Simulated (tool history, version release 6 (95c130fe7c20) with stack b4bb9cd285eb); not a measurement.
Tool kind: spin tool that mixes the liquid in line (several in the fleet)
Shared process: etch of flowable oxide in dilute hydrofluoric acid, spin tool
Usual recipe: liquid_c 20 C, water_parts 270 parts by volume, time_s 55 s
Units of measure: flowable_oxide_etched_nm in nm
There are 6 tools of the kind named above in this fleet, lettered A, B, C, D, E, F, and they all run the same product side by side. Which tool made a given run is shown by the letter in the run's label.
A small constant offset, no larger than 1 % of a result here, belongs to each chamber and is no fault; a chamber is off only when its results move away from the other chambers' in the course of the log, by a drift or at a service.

run	hour	liquid_c	water_parts	time_s	hours since the thermometer was replaced	hours since the hydrofluoric acid flow meter was replaced	read-back film thickness of the flowable oxide reference wafer, read on the same gauge (nm)	flowable_oxide_etched_nm
1E	8	20	270	55	1710.7	659.1	40.015	10.179
2C	12.6	20	270	55	1090.9	652.3	40.003	10.113
3D	20.1	20	270	55	2009.9	1128.1	39.985	10.086
# hour 24.1: chamber C: hydrofluoric acid flow meter replaced
4F	27.6	20	270	55	687.6	646.1	39.963	10.145
5A	36.3	20	270	55	218.9	1117.6	40	9.9575
6B	41.2	20	270	55	298.4	709.2	40.021	10.237
7F	50	20	270	55	710	668.5	39.992	10.156
8C	57.8	20	270	55	1136.1	33.7	39.995	10.093
9E	65.4	20	270	55	1768.1	716.5	39.943	10.206
# hour 67.5: chamber B: hydrofluoric acid flow meter replaced
10A	73.3	20	270	55	255.9	1154.6	39.951	10.072
11B	77.7	20	270	55	334.9	10.2	39.988	9.9988
12D	83.8	20	270	55	2073.6	1191.8	40.003	10.185
13E	92.1	17	190	55	1794.8	743.2	39.998	13.829
# hour 96.6: chamber E: hydrofluoric acid flow meter replaced
14A	97.5	17	190	55	280.1	1178.8	39.971	13.559
15F	103.7	17	190	55	763.7	722.2	40.025	13.645
16C	111.5	17	190	55	1189.8	87.4	40.004	13.587
# hour 112.3: chamber C: thermometer replaced
17D	116.2	17	190	55	2106	1224.2	39.975	14.092
18B	123.6	17	190	55	380.8	56.1	39.967	13.667
19D	130.2	20	270	55	2120	1238.2	40.013	10.306
20A	138.1	20	270	55	320.7	1219.4	40.046	10.079
21E	143.2	20	270	55	1845.9	46.6	39.933	10.144
22C	150	20	270	55	37.7	125.9	40.019	10.043
23B	157	20	270	55	414.2	89.5	39.962	10.052
24F	164.5	20	270	55	824.5	783	39.962	10.202
25A	171.9	20	270	55	354.5	1253.2	39.971	9.9982
26E	178.5	20	310	85	1881.2	81.9	40.023	13.214
27B	182.5	20	310	85	439.7	115	40.018	13.21
28F	187.2	20	310	85	847.2	805.7	40.01	13.149
29D	195.4	20	310	85	2185.2	1303.4	40.023	13.421
30C	203.4	20	310	85	91.1	179.3	39.998	13.15
31F	208.1	20	310	85	868.1	826.6	39.984	13.23
32D	212	20	270	55	2201.8	1320	39.993	10.451
33B	218.7	20	270	55	475.9	151.2	40.035	10.028
34A	226.3	20	270	55	408.9	1307.6	39.995	10.01
35E	234.7	20	270	55	1937.4	138.1	40.002	10.171
36C	242.6	20	270	55	130.3	218.5	39.972	10.033
37D	250.6	20	270	55	2240.4	1358.6	40.023	10.67
38F	254.9	20	270	55	914.9	873.4	40.026	10.163
# hour 257.3: chamber E: thermometer replaced
39A	262.2	20	270	55	444.8	1343.5	39.964	9.9924
40C	270.8	20	270	55	158.5	246.7	39.947	10.225
41B	276.6	20	270	55	533.8	209.1	40.002	10.118
42E	282.7	20	330	80	25.4	186.1	40.032	11.389

Next, all 6 chambers run the settings below, one line each with question marks for the results. What does each chamber give?
43A	289.1	20	360	55				?
43B	289.1	20	360	55				?
43C	289.1	20	360	55				?
43D	289.1	20	360	55				?
43E	289.1	20	360	55				?
43F	289.1	20	360	55				?

run	flowable_oxide_etched_nm
43A	6.957
43B	6.994
43C	7.0505
43D	7.256
43E	7.1268
43F	7.1127

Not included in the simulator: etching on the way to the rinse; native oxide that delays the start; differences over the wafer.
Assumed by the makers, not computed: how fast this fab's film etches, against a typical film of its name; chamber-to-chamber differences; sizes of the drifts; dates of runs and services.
